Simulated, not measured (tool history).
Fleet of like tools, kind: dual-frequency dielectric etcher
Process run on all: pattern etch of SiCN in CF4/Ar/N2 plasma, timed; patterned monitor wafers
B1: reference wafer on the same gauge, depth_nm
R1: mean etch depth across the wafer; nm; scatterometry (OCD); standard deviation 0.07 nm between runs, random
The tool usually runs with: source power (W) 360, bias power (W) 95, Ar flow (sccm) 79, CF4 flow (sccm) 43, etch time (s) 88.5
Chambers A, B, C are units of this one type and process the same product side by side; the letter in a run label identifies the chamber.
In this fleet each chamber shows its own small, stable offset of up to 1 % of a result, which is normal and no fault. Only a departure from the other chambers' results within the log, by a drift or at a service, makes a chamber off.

{"run": "1A", "hour": 12.4, "source power (W)": 360, "bias power (W)": 95, "Ar flow (sccm)": 79, "CF4 flow (sccm)": 43, "etch time (s)": 88.5, "B1": 78.808, "R1": 66.856}
{"run": "2B", "hour": 19.5, "source power (W)": 360, "bias power (W)": 95, "Ar flow (sccm)": 79, "CF4 flow (sccm)": 43, "etch time (s)": 88.5, "B1": 78.83, "R1": 67.054}
{"run": "3C", "hour": 28.7, "source power (W)": 360, "bias power (W)": 95, "Ar flow (sccm)": 79, "CF4 flow (sccm)": 43, "etch time (s)": 88.5, "B1": 78.837, "R1": 67.228}
{"run": "4A", "hour": 35.5, "source power (W)": 360, "bias power (W)": 95, "Ar flow (sccm)": 79, "CF4 flow (sccm)": 43, "etch time (s)": 88.5, "B1": 78.832, "R1": 66.85}
{"run": "5C", "hour": 46.2, "source power (W)": 360, "bias power (W)": 95, "Ar flow (sccm)": 79, "CF4 flow (sccm)": 43, "etch time (s)": 88.5, "B1": 78.85, "R1": 67.284}
{"run": "6B", "hour": 58.3, "source power (W)": 360, "bias power (W)": 95, "Ar flow (sccm)": 79, "CF4 flow (sccm)": 43, "etch time (s)": 88.5, "B1": 78.879, "R1": 67.092}
{"run": "7C", "hour": 67.3, "source power (W)": 360, "bias power (W)": 95, "Ar flow (sccm)": 79, "CF4 flow (sccm)": 43, "etch time (s)": 88.5, "B1": 78.887, "R1": 67.288}
{"run": "8B", "hour": 79.4, "source power (W)": 360, "bias power (W)": 95, "Ar flow (sccm)": 69, "CF4 flow (sccm)": 37, "etch time (s)": 88.5, "B1": 78.892, "R1": 66.866}
{"run": "9A", "hour": 89.9, "source power (W)": 360, "bias power (W)": 95, "Ar flow (sccm)": 69, "CF4 flow (sccm)": 37, "etch time (s)": 88.5, "B1": 78.881, "R1": 66.55}
{"run": "10C", "hour": 99.2, "source power (W)": 360, "bias power (W)": 95, "Ar flow (sccm)": 69, "CF4 flow (sccm)": 37, "etch time (s)": 88.5, "B1": 78.913, "R1": 67.114}
{"hour": 102.5, "done": "chamber A: wet clean of the chamber"}
{"run": "11A", "hour": 111.7, "source power (W)": 360, "bias power (W)": 95, "Ar flow (sccm)": 79, "CF4 flow (sccm)": 43, "etch time (s)": 88.5, "B1": 78.913, "R1": 66.839}
{"run": "12B", "hour": 122.4, "source power (W)": 360, "bias power (W)": 95, "Ar flow (sccm)": 79, "CF4 flow (sccm)": 43, "etch time (s)": 88.5, "B1": 78.938, "R1": 67.236}
{"run": "13A", "hour": 133.6, "source power (W)": 360, "bias power (W)": 95, "Ar flow (sccm)": 79, "CF4 flow (sccm)": 43, "etch time (s)": 88.5, "B1": 78.948, "R1": 66.789}
{"hour": 141.6, "done": "chamber B: wet clean of the chamber"}
{"run": "14B", "hour": 145.8, "source power (W)": 360, "bias power (W)": 95, "Ar flow (sccm)": 79, "CF4 flow (sccm)": 43, "etch time (s)": 88.5, "B1": 78.94, "R1": 67.144}
{"run": "15C", "hour": 158.4, "source power (W)": 360, "bias power (W)": 95, "Ar flow (sccm)": 79, "CF4 flow (sccm)": 43, "etch time (s)": 88.5, "B1": 78.975, "R1": 67.312}
{"run": "16A", "hour": 168.0, "source power (W)": 360, "bias power (W)": 95, "Ar flow (sccm)": 79, "CF4 flow (sccm)": 43, "etch time (s)": 88.5, "B1": 78.981, "R1": 66.798}
{"run": "17C", "hour": 175.5, "source power (W)": 360, "bias power (W)": 95, "Ar flow (sccm)": 79, "CF4 flow (sccm)": 43, "etch time (s)": 88.5, "B1": 78.994, "R1": 67.491}
{"run": "18B", "hour": 185.7, "source power (W)": 360, "bias power (W)": 95, "Ar flow (sccm)": 79, "CF4 flow (sccm)": 43, "etch time (s)": 88.5, "B1": 79.038, "R1": 67.109}
{"run": "19C", "hour": 193.9, "source power (W)": 360, "bias power (W)": 95, "Ar flow (sccm)": 79, "CF4 flow (sccm)": 43, "etch time (s)": 88.5, "B1": 79.027, "R1": 67.484}
{"run": "20A", "hour": 200.9, "source power (W)": 360, "bias power (W)": 95, "Ar flow (sccm)": 79, "CF4 flow (sccm)": 43, "etch time (s)": 88.5, "B1": 79.013, "R1": 66.893}
{"run": "21B", "hour": 214.2, "source power (W)": 360, "bias power (W)": 95, "Ar flow (sccm)": 79, "CF4 flow (sccm)": 43, "etch time (s)": 88.5, "B1": 79.033, "R1": 67.117}
{"run": "22C", "hour": 221.8, "source power (W)": 360, "bias power (W)": 95, "Ar flow (sccm)": 79, "CF4 flow (sccm)": 43, "etch time (s)": 88.5, "B1": 79.047, "R1": 67.527}
{"run": "23B", "hour": 230.8, "source power (W)": 360, "bias power (W)": 95, "Ar flow (sccm)": 79, "CF4 flow (sccm)": 43, "etch time (s)": 88.5, "B1": 79.064, "R1": 67.037}
{"run": "24A", "hour": 243.0, "source power (W)": 360, "bias power (W)": 95, "Ar flow (sccm)": 79, "CF4 flow (sccm)": 43, "etch time (s)": 88.5, "B1": 79.081, "R1": 66.87}
{"run": "25C", "hour": 252.9, "source power (W)": 360, "bias power (W)": 83, "Ar flow (sccm)": 79, "CF4 flow (sccm)": 43, "etch time (s)": 106.5, "B1": 79.09, "R1": 77.066}
{"run": "26A", "hour": 259.7, "source power (W)": 360, "bias power (W)": 83, "Ar flow (sccm)": 79, "CF4 flow (sccm)": 43, "etch time (s)": 106.5, "B1": 79.107, "R1": 76.559}
{"run": "27B", "hour": 271.2, "source power (W)": 360, "bias power (W)": 83, "Ar flow (sccm)": 79, "CF4 flow (sccm)": 43, "etch time (s)": 106.5, "B1": 79.104, "R1": 76.853}
{"run": "28B", "hour": 284.2, "source power (W)": 360, "bias power (W)": 95, "Ar flow (sccm)": 79, "CF4 flow (sccm)": 43, "etch time (s)": 88.5, "B1": 79.105, "R1": 67.128}
{"run": "29A", "hour": 294.6, "source power (W)": 360, "bias power (W)": 95, "Ar flow (sccm)": 79, "CF4 flow (sccm)": 43, "etch time (s)": 88.5, "B1": 79.123, "R1": 67.144}

Does one chamber stand apart from the rest, does the shared gauge drift, or is all well apart from small per-chamber offsets? Give the chamber and the most likely cause, where there is one.

Every chamber seems to shift together because the gauge that measures them all drifts; the chambers themselves are fine.
Cause: gauge reads high (%) = 0.433.
